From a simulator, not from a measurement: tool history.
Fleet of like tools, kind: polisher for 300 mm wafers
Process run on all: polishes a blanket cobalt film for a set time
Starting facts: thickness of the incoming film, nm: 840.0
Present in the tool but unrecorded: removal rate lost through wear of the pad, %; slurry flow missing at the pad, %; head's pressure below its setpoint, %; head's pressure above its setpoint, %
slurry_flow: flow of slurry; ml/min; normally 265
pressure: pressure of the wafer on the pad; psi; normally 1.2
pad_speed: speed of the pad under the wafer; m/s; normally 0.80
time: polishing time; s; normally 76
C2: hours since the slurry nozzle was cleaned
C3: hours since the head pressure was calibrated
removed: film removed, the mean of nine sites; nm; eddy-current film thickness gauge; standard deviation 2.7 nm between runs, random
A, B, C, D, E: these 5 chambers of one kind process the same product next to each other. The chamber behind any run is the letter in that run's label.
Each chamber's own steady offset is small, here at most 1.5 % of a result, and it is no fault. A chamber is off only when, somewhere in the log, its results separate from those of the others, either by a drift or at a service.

{"run": "1E", "hour": 7.2, "slurry_flow": 265, "pressure": 1.2, "pad_speed": 0.8, "time": 76, "wafers polished on this pad": 193, "C2": 357.1, "C3": 89.4, "removed": 215.73}
{"run": "2A", "hour": 18.5, "slurry_flow": 265, "pressure": 1.2, "pad_speed": 0.8, "time": 76, "wafers polished on this pad": 585, "C2": 124.9, "C3": 338.7, "removed": 211.01}
{"run": "3D", "hour": 29.0, "slurry_flow": 265, "pressure": 1.2, "pad_speed": 0.8, "time": 76, "wafers polished on this pad": 526, "C2": 292.7, "C3": 622.3, "removed": 220.92}
{"run": "4B", "hour": 42.0, "slurry_flow": 265, "pressure": 1.2, "pad_speed": 0.8, "time": 76, "wafers polished on this pad": 389, "C2": 247.2, "C3": 409.8, "removed": 216.25}
{"run": "5C", "hour": 49.0, "slurry_flow": 265, "pressure": 0.9, "pad_speed": 0.68, "time": 76, "wafers polished on this pad": 453, "C2": 228.4, "C3": 267.7, "removed": 134.93}
{"hour": 59.4, "done": "chamber A: worn pad replaced by a new one"}
{"run": "6C", "hour": 62.6, "slurry_flow": 265, "pressure": 0.9, "pad_speed": 0.68, "time": 76, "wafers polished on this pad": 540, "C2": 242.0, "C3": 281.3, "removed": 135.83}
{"hour": 72.2, "done": "chamber D: worn pad replaced by a new one"}
{"run": "7E", "hour": 75.0, "slurry_flow": 265, "pressure": 0.9, "pad_speed": 0.68, "time": 76, "wafers polished on this pad": 630, "C2": 424.9, "C3": 157.2, "removed": 138.5}
{"run": "8B", "hour": 90.2, "slurry_flow": 265, "pressure": 0.9, "pad_speed": 0.68, "time": 76, "wafers polished on this pad": 699, "C2": 295.4, "C3": 458.0, "removed": 136.22}
{"hour": 94.4, "done": "chamber E: worn pad replaced by a new one"}
{"run": "9D", "hour": 102.2, "slurry_flow": 265, "pressure": 0.9, "pad_speed": 0.68, "time": 76, "wafers polished on this pad": 193, "C2": 365.9, "C3": 695.5, "removed": 138.22}
{"hour": 105.8, "done": "chamber B: worn pad replaced by a new one"}
{"run": "10A", "hour": 112.8, "slurry_flow": 265, "pressure": 1.2, "pad_speed": 0.8, "time": 76, "wafers polished on this pad": 344, "C2": 219.2, "C3": 433.0, "removed": 212.98}
{"run": "11C", "hour": 120.5, "slurry_flow": 265, "pressure": 1.2, "pad_speed": 0.8, "time": 76, "wafers polished on this pad": 913, "C2": 299.9, "C3": 339.2, "removed": 212.24}
{"hour": 130.7, "done": "chamber C: head pressure recalibrated"}
{"run": "12A", "hour": 132.9, "slurry_flow": 265, "pressure": 1.2, "pad_speed": 0.66, "time": 76, "wafers polished on this pad": 473, "C2": 239.3, "C3": 453.1, "removed": 175.69}
{"hour": 141.9, "done": "chamber C: slurry nozzle cleaned"}
{"run": "13B", "hour": 148.8, "slurry_flow": 265, "pressure": 1.2, "pad_speed": 0.66, "time": 76, "wafers polished on this pad": 277, "C2": 354.0, "C3": 516.6, "removed": 177.3}
{"run": "14E", "hour": 156.8, "slurry_flow": 265, "pressure": 1.2, "pad_speed": 0.66, "time": 76, "wafers polished on this pad": 402, "C2": 506.7, "C3": 239.0, "removed": 173.13}
{"hour": 169.4, "done": "chamber C: worn pad replaced by a new one"}
{"run": "15D", "hour": 171.8, "slurry_flow": 265, "pressure": 1.2, "pad_speed": 0.66, "time": 76, "wafers polished on this pad": 641, "C2": 435.5, "C3": 765.1, "removed": 178.59}
{"hour": 185.7, "done": "chamber A: worn pad replaced by a new one"}
{"run": "16A", "hour": 187.2, "slurry_flow": 265, "pressure": 1.2, "pad_speed": 0.66, "time": 76, "wafers polished on this pad": 10, "C2": 293.6, "C3": 507.4, "removed": 176.23}
{"run": "17E", "hour": 203.1, "slurry_flow": 265, "pressure": 1.2, "pad_speed": 0.8, "time": 76, "wafers polished on this pad": 700, "C2": 553.0, "C3": 285.3, "removed": 214.23}
{"hour": 215.0, "done": "chamber E: worn pad replaced by a new one"}
{"run": "18C", "hour": 215.4, "slurry_flow": 265, "pressure": 1.2, "pad_speed": 0.8, "time": 76, "wafers polished on this pad": 296, "C2": 73.6, "C3": 84.8, "removed": 219.44}
{"hour": 224.8, "done": "chamber D: worn pad replaced by a new one"}
{"hour": 228.5, "done": "chamber A: head pressure recalibrated"}
{"hour": 229.4, "done": "chamber D: slurry nozzle cleaned"}
{"run": "19B", "hour": 229.7, "slurry_flow": 265, "pressure": 1.2, "pad_speed": 0.8, "time": 76, "wafers polished on this pad": 798, "C2": 434.9, "C3": 597.5, "removed": 217.0}
{"hour": 230.2, "done": "chamber B: worn pad replaced by a new one"}
{"run": "20D", "hour": 243.9, "slurry_flow": 265, "pressure": 1.2, "pad_speed": 0.8, "time": 61, "wafers polished on this pad": 123, "C2": 14.6, "C3": 837.2, "removed": 171.72}
{"run": "21C", "hour": 259.3, "slurry_flow": 265, "pressure": 1.2, "pad_speed": 0.8, "time": 61, "wafers polished on this pad": 579, "C2": 117.5, "C3": 128.7, "removed": 170.43}
{"run": "22B", "hour": 268.1, "slurry_flow": 265, "pressure": 1.2, "pad_speed": 0.8, "time": 61, "wafers polished on this pad": 244, "C2": 473.3, "C3": 635.9, "removed": 168.26}
{"hour": 271.8, "done": "chamber B: slurry nozzle cleaned"}
{"run": "23D", "hour": 282.3, "slurry_flow": 265, "pressure": 1.2, "pad_speed": 0.8, "time": 61, "wafers polished on this pad": 370, "C2": 53.0, "C3": 875.6, "removed": 176.08}
{"run": "24A", "hour": 297.3, "slurry_flow": 265, "pressure": 1.2, "pad_speed": 0.8, "time": 61, "wafers polished on this pad": 719, "C2": 403.7, "C3": 68.8, "removed": 152.56}
{"hour": 310.1, "done": "chamber A: worn pad replaced by a new one"}
{"run": "25E", "hour": 310.7, "slurry_flow": 265, "pressure": 1.2, "pad_speed": 1.02, "time": 76, "wafers polished on this pad": 616, "C2": 660.6, "C3": 392.9, "removed": 270.14}
{"hour": 320.5, "done": "chamber C: worn pad replaced by a new one"}
{"run": "26D", "hour": 323.5, "slurry_flow": 265, "pressure": 1.2, "pad_speed": 1.02, "time": 76, "wafers polished on this pad": 636, "C2": 94.2, "C3": 916.8, "removed": 280.38}
{"run": "27B", "hour": 333.8, "slurry_flow": 265, "pressure": 1.2, "pad_speed": 1.02, "time": 76, "wafers polished on this pad": 667, "C2": 62.1, "C3": 701.6, "removed": 277.83}
{"hour": 341.7, "done": "chamber E: worn pad replaced by a new one"}
{"hour": 342.2, "done": "chamber D: worn pad replaced by a new one"}
{"run": "28A", "hour": 345.5, "slurry_flow": 265, "pressure": 1.2, "pad_speed": 1.02, "time": 76, "wafers polished on this pad": 228, "C2": 451.9, "C3": 117.0, "removed": 244.19}
{"run": "29E", "hour": 361.1, "slurry_flow": 265, "pressure": 1.2, "pad_speed": 1.02, "time": 76, "wafers polished on this pad": 125, "C2": 711.0, "C3": 443.3, "removed": 272.15}
{"run": "30C", "hour": 370.7, "slurry_flow": 265, "pressure": 1.2, "pad_speed": 0.8, "time": 76, "wafers polished on this pad": 323, "C2": 228.9, "C3": 240.1, "removed": 212.87}
{"hour": 372.7, "done": "chamber E: slurry nozzle cleaned"}
{"run": "31D", "hour": 385.9, "slurry_flow": 265, "pressure": 0.8, "pad_speed": 0.8, "time": 102, "wafers polished on this pad": 281, "C2": 156.6, "C3": 979.2, "removed": 185.34}
{"run": "32E", "hour": 395.2, "slurry_flow": 265, "pressure": 0.8, "pad_speed": 0.8, "time": 102, "wafers polished on this pad": 345, "C2": 22.5, "C3": 477.4, "removed": 189.84}

All 5 chambers run these settings next. Forecast each chamber's results:
{"run": "33A", "hour": 406.7, "slurry_flow": 265, "pressure": 1.2, "pad_speed": 0.8, "time": 76, "removed": "?"}
{"run": "33B", "hour": 406.7, "slurry_flow": 265, "pressure": 1.2, "pad_speed": 0.8, "time": 76, "removed": "?"}
{"run": "33C", "hour": 406.7, "slurry_flow": 265, "pressure": 1.2, "pad_speed": 0.8, "time": 76, "removed": "?"}
{"run": "33D", "hour": 406.7, "slurry_flow": 265, "pressure": 1.2, "pad_speed": 0.8, "time": 76, "removed": "?"}
{"run": "33E", "hour": 406.7, "slurry_flow": 265, "pressure": 1.2, "pad_speed": 0.8, "time": 76, "removed": "?"}

run=33A removed=191.32
run=33B removed=214.03
run=33C removed=214.99
run=33D removed=214.45
run=33E removed=213.07
